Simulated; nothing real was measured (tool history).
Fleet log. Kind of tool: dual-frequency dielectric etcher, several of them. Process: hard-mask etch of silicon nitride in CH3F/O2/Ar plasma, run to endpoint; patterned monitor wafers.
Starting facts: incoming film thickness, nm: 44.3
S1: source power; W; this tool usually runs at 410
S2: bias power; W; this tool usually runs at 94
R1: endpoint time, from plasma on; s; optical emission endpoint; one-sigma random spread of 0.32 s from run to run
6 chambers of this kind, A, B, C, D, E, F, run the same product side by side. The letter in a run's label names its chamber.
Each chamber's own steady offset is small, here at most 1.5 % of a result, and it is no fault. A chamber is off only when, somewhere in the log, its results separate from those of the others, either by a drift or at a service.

run   hour   S1   S2      R1
 1E      5  410   94  57.841
 2C   15.3  410   94  57.711
 3D   21.3  410   94  57.264
 4A   29.4  410   94  57.467
 5F   36.9  410   94  56.547
 6B   41.8  410   94  58.839
 7E   51.5  350  108  58.678
 8F   59.2  350  108  57.312
 9C   68.3  350  108  57.727
10D   73.9  350  108  58.375
11B   83.3  350  108   58.47
12A   91.8  350  108  58.456
13C   96.6  410   94  56.678
14E  103.3  410   94  57.613
15F  109.8  410   94  57.121
     111.8  -- chamber A: bias power generator calibrated
16D  117.3  410   94  57.233
17B  127.8  410   94  58.618
18A    135  440  112  52.481
19E  144.8  440  112  52.563
20D  154.8  440  112  52.328
     157.9  -- chamber F: wet clean of the chamber
21C  164.7  440  112   51.72
22F  175.7  440  112  51.887
23A  186.2  440  112  52.983
24B  194.9  410   94  58.474
25E  204.3  410   94  58.216
26D  213.5  410   94  57.824
27A  219.3  410   94  57.719
28C  227.4  490   94  52.603
29F  234.6  490   94  53.819
     243.3  -- chamber A: wet clean of the chamber
30B  244.3  490   94  54.654
31D  254.8  490   94  53.612
32B  262.6  490   94  53.887
33A  273.1  490   94  53.759
34C  279.8  410   94  55.744
     283.5  -- chamber B: wet clean of the chamber
35E  284.7  460  103  53.675
     295.3  -- chamber D: wet clean of the chamber
36F  295.3  460  103  52.977
37C  300.3  460  103  51.533
     301.5  -- chamber B: bias power generator calibrated
38A  307.5  460  103  53.582
39B    314  460  103  54.595
       316  -- chamber E: wet clean of the chamber
40D  321.9  460  103  53.137
41F  329.5  410   94  57.072
42E  339.2  410   94  57.786
43C    350  410   94  54.636

What goes on in this fleet: one chamber off, a drifting gauge, or nothing beyond the chambers' own small offsets? Name the chamber and the cause, if any.

One chamber, C, drifts off from the rest bit by bit.
Most likely cause: etch rate over this chamber's usual, % = 5.14.

Below are 4 candidate recipes for chamber C's next run, each the usual settings with a change, their results shown as question marks. Which of them brings C's results back in line with what the other chambers give on the usual settings?
To be in line, a result may differ from the other chambers' mean on the usual settings by at most: R1 1.1 s
44C-1  357.9  310   94   ?
44C-2  357.9  380   87   ?
44C-3  357.9  470  108   ?
44C-4  357.9  470   94   ?

The other chambers' mean on the usual settings: R1 57.711 s
  run      R1
44C-1  60.941
44C-2  58.129
44C-3  49.635
44C-4  52.218
44C-2 brings the chamber back in line.
